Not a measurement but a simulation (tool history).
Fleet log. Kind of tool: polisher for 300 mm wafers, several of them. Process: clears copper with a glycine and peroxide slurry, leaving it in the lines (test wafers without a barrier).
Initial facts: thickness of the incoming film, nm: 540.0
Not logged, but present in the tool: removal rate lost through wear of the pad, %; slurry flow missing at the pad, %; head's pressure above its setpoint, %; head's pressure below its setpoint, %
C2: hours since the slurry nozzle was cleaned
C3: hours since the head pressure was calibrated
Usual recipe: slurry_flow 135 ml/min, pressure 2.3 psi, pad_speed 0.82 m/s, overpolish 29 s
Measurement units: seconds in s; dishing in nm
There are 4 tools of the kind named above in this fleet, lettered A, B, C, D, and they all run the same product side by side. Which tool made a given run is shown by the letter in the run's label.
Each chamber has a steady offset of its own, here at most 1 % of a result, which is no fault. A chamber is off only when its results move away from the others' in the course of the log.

-- hour=1.8 chamber B: worn pad replaced by a new one
-- hour=4.9 chamber C: worn pad replaced by a new one
run 1D hour=10.8 | slurry_flow=135 pressure=2.3 pad_speed=0.82 overpolish=29 | wafers_polished_on_this_pad=559 C2=313.7 C3=699.4 | seconds=119.42 dishing=75.522
run 2B hour=22.6 | slurry_flow=135 pressure=2.3 pad_speed=0.82 overpolish=29 | wafers_polished_on_this_pad=164 C2=184.5 C3=204.5 | seconds=119.2 dishing=76.959
run 3A hour=28.7 | slurry_flow=135 pressure=2.3 pad_speed=0.82 overpolish=29 | wafers_polished_on_this_pad=360 C2=180.4 C3=32.6 | seconds=117.73 dishing=73.773
-- hour=31.7 chamber D: worn pad replaced by a new one
run 4C hour=38.3 | slurry_flow=135 pressure=2.3 pad_speed=0.82 overpolish=29 | wafers_polished_on_this_pad=263 C2=48.2 C3=342.5 | seconds=119.91 dishing=75.212
run 5C hour=51.9 | slurry_flow=135 pressure=2.3 pad_speed=0.82 overpolish=29 | wafers_polished_on_this_pad=370 C2=61.8 C3=356.1 | seconds=119.36 dishing=75.123
run 6D hour=61.4 | slurry_flow=135 pressure=2.3 pad_speed=0.82 overpolish=29 | wafers_polished_on_this_pad=234 C2=364.3 C3=750 | seconds=118.98 dishing=73.273
run 7A hour=70.8 | slurry_flow=150 pressure=2.3 pad_speed=0.82 overpolish=36 | wafers_polished_on_this_pad=691 C2=222.5 C3=74.7 | seconds=117.71 dishing=87.715
-- hour=76 chamber A: worn pad replaced by a new one
run 8B hour=83.9 | slurry_flow=150 pressure=2.3 pad_speed=0.82 overpolish=36 | wafers_polished_on_this_pad=646 C2=245.8 C3=265.8 | seconds=118.1 dishing=87.254
-- hour=85.1 chamber D: slurry nozzle cleaned
run 9C hour=95.8 | slurry_flow=150 pressure=2.3 pad_speed=0.82 overpolish=36 | wafers_polished_on_this_pad=716 C2=105.7 C3=400 | seconds=115.97 dishing=88.527
run 10A hour=107.2 | slurry_flow=150 pressure=2.3 pad_speed=0.82 overpolish=36 | wafers_polished_on_this_pad=246 C2=258.9 C3=111.1 | seconds=117.16 dishing=87.319
run 11B hour=113.7 | slurry_flow=135 pressure=2.3 pad_speed=0.82 overpolish=29 | wafers_polished_on_this_pad=881 C2=275.6 C3=295.6 | seconds=120.28 dishing=77.348
-- hour=116.3 chamber D: worn pad replaced by a new one
run 12D hour=124 | slurry_flow=135 pressure=2.3 pad_speed=0.82 overpolish=29 | wafers_polished_on_this_pad=60 C2=38.9 C3=812.6 | seconds=120.18 dishing=78.812
run 13B hour=138 | slurry_flow=135 pressure=2.3 pad_speed=0.82 overpolish=29 | wafers_polished_on_this_pad=1072 C2=299.9 C3=319.9 | seconds=118.64 dishing=79.828
run 14A hour=150.9 | slurry_flow=135 pressure=2.3 pad_speed=0.82 overpolish=29 | wafers_polished_on_this_pad=590 C2=302.6 C3=154.8 | seconds=120.36 dishing=75.686
run 15C hour=158.1 | slurry_flow=135 pressure=2.3 pad_speed=0.82 overpolish=29 | wafers_polished_on_this_pad=1207 C2=168 C3=462.3 | seconds=118.55 dishing=77.969
-- hour=164.6 chamber A: worn pad replaced by a new one
run 16D hour=171.9 | slurry_flow=135 pressure=2.3 pad_speed=0.82 overpolish=29 | wafers_polished_on_this_pad=438 C2=86.8 C3=860.5 | seconds=120.29 dishing=74.226
run 17B hour=184.2 | slurry_flow=135 pressure=2.3 pad_speed=0.82 overpolish=29 | wafers_polished_on_this_pad=1436 C2=346.1 C3=366.1 | seconds=119.51 dishing=74.669
-- hour=186.6 chamber C: worn pad replaced by a new one
-- hour=192 chamber B: worn pad replaced by a new one
-- hour=193.4 chamber B: slurry nozzle cleaned
-- hour=195.6 chamber D: worn pad replaced by a new one
run 18D hour=196.2 | slurry_flow=135 pressure=2.3 pad_speed=0.82 overpolish=29 | wafers_polished_on_this_pad=5 C2=111.1 C3=884.8 | seconds=119.76 dishing=76.765
run 19A hour=207.1 | slurry_flow=135 pressure=2.9 pad_speed=0.82 overpolish=29 | wafers_polished_on_this_pad=334 C2=358.8 C3=211 | seconds=99.731 dishing=87.4
run 20C hour=219.5 | slurry_flow=135 pressure=2.9 pad_speed=0.82 overpolish=29 | wafers_polished_on_this_pad=259 C2=229.4 C3=523.7 | seconds=100.29 dishing=88.547
run 21C hour=233.4 | slurry_flow=135 pressure=2.9 pad_speed=0.82 overpolish=29 | wafers_polished_on_this_pad=368 C2=243.3 C3=537.6 | seconds=98.321 dishing=89.463
-- hour=239.1 chamber A: worn pad replaced by a new one
run 22A hour=241.1 | slurry_flow=135 pressure=2.9 pad_speed=0.82 overpolish=29 | wafers_polished_on_this_pad=16 C2=392.8 C3=245 | seconds=100.8 dishing=83.544
-- hour=242.4 chamber C: slurry nozzle cleaned
run 23B hour=251.7 | slurry_flow=135 pressure=2.3 pad_speed=1.02 overpolish=29 | wafers_polished_on_this_pad=470 C2=58.3 C3=433.6 | seconds=100.76 dishing=82.951
run 24D hour=258.9 | slurry_flow=135 pressure=2.3 pad_speed=1.02 overpolish=29 | wafers_polished_on_this_pad=499 C2=173.8 C3=947.5 | seconds=100.94 dishing=85.321
run 25C hour=270.2 | slurry_flow=135 pressure=2.3 pad_speed=1.02 overpolish=29 | wafers_polished_on_this_pad=658 C2=27.9 C3=574.4 | seconds=101.69 dishing=83.141
-- hour=274.5 chamber D: worn pad replaced by a new one
run 26A hour=283.8 | slurry_flow=135 pressure=2.3 pad_speed=1.02 overpolish=29 | wafers_polished_on_this_pad=352 C2=435.5 C3=287.7 | seconds=101.31 dishing=87.165
run 27D hour=293.2 | slurry_flow=135 pressure=2.3 pad_speed=0.82 overpolish=29 | wafers_polished_on_this_pad=147 C2=208.1 C3=981.8 | seconds=117.43 dishing=76.266
run 28B hour=300.7 | slurry_flow=135 pressure=2.3 pad_speed=0.82 overpolish=29 | wafers_polished_on_this_pad=856 C2=107.3 C3=482.6 | seconds=118.89 dishing=77.344
run 29C hour=309.8 | slurry_flow=160 pressure=2.3 pad_speed=0.96 overpolish=29 | wafers_polished_on_this_pad=970 C2=67.5 C3=614 | seconds=102.27 dishing=83.46
run 30B hour=321.1 | slurry_flow=160 pressure=2.3 pad_speed=0.96 overpolish=29 | wafers_polished_on_this_pad=1016 C2=127.7 C3=503 | seconds=102.94 dishing=84.197
run 31A hour=330.6 | slurry_flow=160 pressure=2.3 pad_speed=0.96 overpolish=29 | wafers_polished_on_this_pad=721 C2=482.3 C3=334.5 | seconds=101.55 dishing=85.792
-- hour=331 chamber A: worn pad replaced by a new one
run 32D hour=337.3 | slurry_flow=160 pressure=2.3 pad_speed=0.96 overpolish=29 | wafers_polished_on_this_pad=494 C2=252.2 C3=1025.9 | seconds=102.95 dishing=86.551
-- hour=346.5 chamber A: head pressure recalibrated
-- hour=348.5 chamber D: worn pad replaced by a new one
run 33C hour=349.4 | slurry_flow=135 pressure=2.3 pad_speed=0.82 overpolish=29 | wafers_polished_on_this_pad=1282 C2=107.1 C3=653.6 | seconds=119.13 dishing=75.896
-- hour=357.3 chamber C: worn pad replaced by a new one
run 34D hour=360.5 | slurry_flow=135 pressure=2.3 pad_speed=0.82 overpolish=29 | wafers_polished_on_this_pad=95 C2=275.4 C3=1049.1 | seconds=118.61 dishing=76.847
run 35A hour=369.3 | slurry_flow=135 pressure=2.3 pad_speed=0.82 overpolish=29 | wafers_polished_on_this_pad=302 C2=521 C3=22.9 | seconds=118.99 dishing=75.536
run 36B hour=376.6 | slurry_flow=135 pressure=2.3 pad_speed=0.82 overpolish=29 | wafers_polished_on_this_pad=1453 C2=183.2 C3=558.5 | seconds=120.01 dishing=77.181
-- hour=377.1 chamber B: worn pad replaced by a new one
run 37B hour=388.9 | slurry_flow=135 pressure=2.3 pad_speed=0.82 overpolish=29 | wafers_polished_on_this_pad=93 C2=195.5 C3=570.8 | seconds=120.15 dishing=76.844
run 38C hour=396.8 | slurry_flow=135 pressure=2.3 pad_speed=0.82 overpolish=29 | wafers_polished_on_this_pad=311 C2=154.5 C3=701 | seconds=121.77 dishing=76.807
run 39D hour=406.6 | slurry_flow=135 pressure=2.3 pad_speed=0.82 overpolish=29 | wafers_polished_on_this_pad=458 C2=321.5 C3=1095.2 | seconds=120.05 dishing=76.749
run 40A hour=412.9 | slurry_flow=135 pressure=2.3 pad_speed=0.82 overpolish=29 | wafers_polished_on_this_pad=645 C2=564.6 C3=66.5 | seconds=118.51 dishing=72.793
run 41B hour=419.7 | slurry_flow=135 pressure=2.3 pad_speed=0.82 overpolish=29 | wafers_polished_on_this_pad=335 C2=226.3 C3=601.6 | seconds=120.94 dishing=77.557

All chambers now run identical settings, listed one chamber a line with results as question marks. What results will each chamber show?
run 42A hour=429.8 | slurry_flow=160 pressure=2.3 pad_speed=0.82 overpolish=29 | seconds=? dishing=?
run 42B hour=429.8 | slurry_flow=160 pressure=2.3 pad_speed=0.82 overpolish=29 | seconds=? dishing=?
run 42C hour=429.8 | slurry_flow=160 pressure=2.3 pad_speed=0.82 overpolish=29 | seconds=? dishing=?
run 42D hour=429.8 | slurry_flow=160 pressure=2.3 pad_speed=0.82 overpolish=29 | seconds=? dishing=?

run=42A seconds=116.55 dishing=77.361
run=42B seconds=116.18 dishing=76.1
run=42C seconds=114.08 dishing=76.377
run=42D seconds=118.83 dishing=76.73
